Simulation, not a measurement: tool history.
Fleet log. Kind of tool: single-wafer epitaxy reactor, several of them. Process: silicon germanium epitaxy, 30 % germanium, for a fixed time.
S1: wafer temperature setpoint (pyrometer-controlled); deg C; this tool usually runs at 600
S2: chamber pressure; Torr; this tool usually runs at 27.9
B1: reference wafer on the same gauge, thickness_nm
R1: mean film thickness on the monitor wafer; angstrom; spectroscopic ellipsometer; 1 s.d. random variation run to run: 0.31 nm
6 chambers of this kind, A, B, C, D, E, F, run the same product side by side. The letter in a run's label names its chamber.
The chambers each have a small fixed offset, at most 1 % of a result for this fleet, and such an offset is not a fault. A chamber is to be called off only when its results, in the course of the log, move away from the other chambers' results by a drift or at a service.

run,hour,S1,S2,B1,R1
1C,7.5,600,27.9,55.416,678.47
2A,16.7,600,27.9,55.384,673.58
3F,23.7,600,27.9,55.432,674.71
4B,31.1,600,27.9,55.427,670.53
5E,38.4,600,27.9,55.443,687.38
6D,45.6,600,27.9,55.426,670.83
7B,52.8,610,32.6,55.459,857.50
8D,60.3,610,32.6,55.371,859.55
9E,65.2,610,32.6,55.359,867.66
10A,73.1,610,32.6,55.329,855.98
11F,81.0,610,32.6,55.392,855.10
12C,87.9,610,32.6,55.362,864.55
13F,94.3,600,27.9,55.397,667.92
14C,101.8,600,27.9,55.411,676.98
15E,108.3,600,27.9,55.343,677.09
16D,113.0,600,27.9,55.362,682.40
17A,117.7,600,27.9,55.357,671.69
18B,123.6,600,27.9,55.398,675.46
19D,131.4,600,27.9,55.386,684.18
20B,138.6,600,27.9,55.350,675.09
21A,143.4,587,30.1,55.394,546.32
22F,151.8,587,30.1,55.506,546.52
23E,160.8,587,30.1,55.427,548.95
24C,166.9,587,30.1,55.376,552.09
25E,171.4,587,30.1,55.436,542.65
26C,178.2,587,30.1,55.445,548.40
27F,183.7,600,27.9,55.372,675.64
28B,188.5,600,27.9,55.322,670.30
29A,193.4,600,27.9,55.413,670.73
30D,199.4,600,27.9,55.380,686.41
31B,204.3,600,27.9,55.334,676.21
32A,213.6,600,27.9,55.369,674.56
33C,218.4,600,27.9,55.393,676.62
34D,227.5,600,27.9,55.393,683.54
35E,236.0,600,27.9,55.418,677.04
36F,242.8,600,27.9,55.404,670.36
37C,250.8,600,27.9,55.377,672.33
38D,255.7,605,24.0,55.377,716.75

What goes on in this fleet: one chamber off, a drifting gauge, or nothing beyond the chambers' own small offsets? Name the chamber and the cause, if any.

One chamber, D, drifts off from the rest bit by bit.
Most likely cause: true pressure above the setpoint (%) = 7.08.
Not necessarily distinguishable in this log from: wafer temperature above the value expected at the setpoint (K).

Chamber D could run next with any of the 4 candidate recipes listed below; each alters the usual settings, and their results appear as question marks. Which one brings its results back in line with what the other chambers deliver on the usual settings?
A result is in line if it is within this distance of the other chambers' mean on the usual settings: R1 11.00 angstrom
39D-1,262.6,599,27.9,,?
39D-2,262.6,601,27.9,,?
39D-3,262.6,600,24.1,,?
39D-4,262.6,600,31.7,,?

Mean of the other chambers on the usual settings: R1 675.55 angstrom
run,R1
39D-1,680.39
39D-2,705.98
39D-3,654.31
39D-4,728.85
The answer is 39D-1, which returns the chamber to within the allowed miss of the others.

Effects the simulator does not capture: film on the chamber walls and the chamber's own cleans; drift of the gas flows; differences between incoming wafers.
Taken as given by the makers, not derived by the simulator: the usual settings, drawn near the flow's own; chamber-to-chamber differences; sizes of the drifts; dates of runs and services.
